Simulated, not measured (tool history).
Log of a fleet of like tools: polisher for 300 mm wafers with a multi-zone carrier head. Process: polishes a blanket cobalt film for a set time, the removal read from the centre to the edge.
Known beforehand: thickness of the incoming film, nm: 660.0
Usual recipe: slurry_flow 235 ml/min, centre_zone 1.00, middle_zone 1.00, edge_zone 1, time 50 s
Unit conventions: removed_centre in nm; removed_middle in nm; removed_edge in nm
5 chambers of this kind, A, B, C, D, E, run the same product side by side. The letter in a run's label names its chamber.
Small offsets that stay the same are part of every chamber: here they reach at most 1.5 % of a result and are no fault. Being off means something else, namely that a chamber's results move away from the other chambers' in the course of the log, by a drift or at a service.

run	hour	slurry_flow	centre_zone	middle_zone	edge_zone	time	removed_centre	removed_middle	removed_edge
# hour 0.6: chamber C: worn pad replaced by a new one
# hour 5.1: chamber B: slurry nozzle cleaned
1C	5.6	235	1.00	1.00	1	50	195.07	192.46	194.40
2E	9.3	235	1.00	1.00	1	50	193.29	197.93	194.55
# hour 13.4: chamber E: worn pad replaced by a new one
3A	14.3	235	1.00	1.00	1	50	194.32	196.96	195.38
4B	17.3	235	1.00	1.00	1	50	193.68	193.51	198.51
5D	22.9	235	1.00	1.00	1	50	195.60	194.57	194.80
6D	27.0	235	1.00	1.00	1	50	196.32	195.38	196.86
# hour 30.3: chamber D: centre zone pressure recalibrated
7A	32.3	235	1.00	1.00	1	50	194.90	198.09	197.75
8C	35.1	235	1.00	1.00	1	50	195.90	192.80	193.55
9B	38.6	235	1.00	1.00	1	50	192.09	189.91	193.95
10E	41.6	235	0.89	0.88	1	50	169.29	173.52	197.41
11E	45.0	235	0.89	0.88	1	50	168.04	174.32	195.68
12C	49.9	235	0.89	0.88	1	50	170.80	172.31	197.35
13D	54.4	235	0.89	0.88	1	50	173.98	173.88	196.82
14A	58.0	235	0.89	0.88	1	50	168.75	179.39	199.19
15B	62.4	235	1.00	1.00	1	50	196.22	190.99	197.01
# hour 63.5: chamber A: edge zone pressure recalibrated
# hour 63.5: chamber B: edge zone pressure recalibrated
16A	65.0	235	1.00	1.00	1	50	193.91	196.45	197.56
# hour 65.2: chamber A: worn pad replaced by a new one
17D	69.3	235	1.00	1.00	1	50	197.28	194.69	193.39
18B	74.1	235	1.00	1.00	1	50	194.62	191.89	196.07
# hour 75.7: chamber D: worn pad replaced by a new one
# hour 77.1: chamber E: slurry nozzle cleaned
19C	79.2	235	1.00	1.00	1	50	195.39	195.30	194.88
20E	83.3	235	1.00	1.00	1	50	188.28	199.74	197.33
21B	86.5	235	1.00	1.00	1	50	194.86	192.85	196.36
22D	90.5	235	1.00	1.00	1	50	194.81	193.85	197.78
23E	94.8	275	1.00	1.00	1	61	233.10	246.79	243.16
24A	100.7	275	1.00	1.00	1	61	239.16	246.59	244.25
25C	104.4	275	1.00	1.00	1	61	244.42	238.24	242.40
26E	109.4	275	1.00	1.00	1	61	230.02	238.18	245.22
27A	113.9	275	1.00	1.00	1	61	242.17	241.09	241.75
28D	119.6	235	1.00	1.00	1	50	194.11	195.96	197.72
29C	122.9	235	1.00	1.00	1	50	197.64	196.27	196.32
30B	126.4	195	1.00	1.00	1	38	142.05	144.00	145.24
31E	129.5	195	1.00	1.00	1	38	134.79	145.20	146.12
32D	134.6	195	1.00	1.00	1	38	145.86	144.70	146.69

Read the log: is a single chamber off, either drifting away or since a service, is the gauge that measures every chamber drifting, or is nothing wrong beyond small per-chamber offsets? Name any odd chamber and what most likely caused it.

Chamber E drifts away from the others.
Most likely cause: centre zone's pressure below its setpoint, % = 4.95.

Chamber E could run next with any of the 4 candidate recipes listed below; each alters the usual settings, and their results appear as question marks. Which one brings its results back in line with what the other chambers deliver on the usual settings?
A result is in line if it is within this distance of the other chambers' mean on the usual settings: removed_centre 5.00 nm; removed_middle 7.40 nm; removed_edge 4.80 nm
33E-1	139.0	240	1.11	0.97	0.97	50	?	?	?
33E-2	139.0	230	0.95	1.01	1.01	50	?	?	?
33E-3	139.0	240	1.05	0.99	0.99	50	?	?	?
33E-4	139.0	230	0.90	1.03	1.03	50	?	?	?

Average result of the remaining chambers running the usual settings: removed_centre 194.65 nm; removed_middle 195.06 nm; removed_edge 195.57 nm
run	removed_centre	removed_middle	removed_edge
33E-1	205.38	189.74	193.09
33E-2	172.58	195.96	196.27
33E-3	193.47	193.34	195.07
33E-4	162.71	199.53	198.23
33E-3 is the one that brings the chamber's results back in line with the other chambers.
